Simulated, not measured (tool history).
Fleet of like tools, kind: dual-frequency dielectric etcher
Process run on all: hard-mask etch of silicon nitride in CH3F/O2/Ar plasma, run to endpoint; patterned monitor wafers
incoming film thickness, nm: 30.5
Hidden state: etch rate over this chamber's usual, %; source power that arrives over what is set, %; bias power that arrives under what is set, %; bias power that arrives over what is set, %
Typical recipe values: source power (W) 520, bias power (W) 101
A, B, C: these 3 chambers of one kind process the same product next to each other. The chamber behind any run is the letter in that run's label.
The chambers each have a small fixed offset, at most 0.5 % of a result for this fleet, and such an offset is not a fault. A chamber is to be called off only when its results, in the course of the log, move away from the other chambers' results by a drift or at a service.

run,hour,source power (W),bias power (W),hours since the last wet clean,hours since the last source power generator calibration,hours since the last bias power generator calibration,endpoint time (s)
1A,6.6,520,101,59.6,2416.6,1247.8,35.869
2B,19.2,520,101,97.8,1341.3,2199.4,35.620
3C,33.0,520,101,456.7,747.2,1427.3,35.392
4B,42.8,520,101,121.4,1364.9,2223.0,35.324
5C,55.6,520,101,479.3,769.8,1449.9,35.466
6A,64.8,520,101,117.8,2474.8,1306.0,35.515
7B,78.8,520,101,157.4,1400.9,2259.0,35.384
8C,87.5,520,101,511.2,801.7,1481.8,35.679
9A,97.3,520,101,150.3,2507.3,1338.5,35.699
10C,105.1,410,115,528.8,819.3,1499.4,37.011
11A,118.9,410,115,171.9,2528.9,1360.1,37.003
12B,133.3,410,115,211.9,1455.4,2313.5,36.842
# hour 145.6: chamber C: wet clean of the chamber
13A,147.9,520,101,200.9,2557.9,1389.1,35.472
14B,157.1,520,101,235.7,1479.2,2337.3,35.459
15C,167.1,520,101,21.6,881.3,1561.4,35.408
16B,176.9,520,101,255.5,1499.0,2357.1,35.369
17A,185.6,520,101,238.6,2595.6,1426.8,35.593
18C,197.8,590,84,52.3,912.0,1592.1,36.155
19B,211.2,590,84,289.8,1533.3,2391.4,36.061
20A,221.6,590,84,274.6,2631.6,1462.8,36.306
21C,228.3,520,101,82.8,942.5,1622.6,35.422
22B,242.9,520,101,321.5,1565.0,2423.1,35.279
23A,253.0,520,101,306.0,2663.0,1494.2,35.690
24C,263.2,520,101,117.7,977.4,1657.5,35.462
25A,270.9,520,101,323.9,2680.9,1512.1,35.704
26B,277.9,410,101,356.5,1600.0,2458.1,38.522
27C,285.6,410,101,140.1,999.8,1679.9,38.796
28A,298.2,410,101,351.2,2708.2,1539.4,38.822
29B,308.9,520,101,387.5,1631.0,2489.1,35.300
30C,321.9,520,101,176.4,1036.1,1716.2,35.401
# hour 328.5: chamber A: wet clean of the chamber
31C,336.1,520,101,190.6,1050.3,1730.4,35.199
32A,346.3,520,101,17.9,2756.3,1587.5,35.437
33B,354.4,520,101,433.0,1676.5,2534.6,35.465
34B,362.7,520,101,441.3,1684.8,2542.9,35.251
35A,374.3,520,77,45.9,2784.3,1615.5,39.409
36C,383.3,520,77,237.8,1097.5,1777.6,38.971

One chamber off, gauge drift, or nothing amiss beyond the chambers' own small offsets? If it is a chamber, which one, and what is the likeliest cause?

The fleet is healthy, with each chamber sitting at its usual small offset and no drift in the gauge.
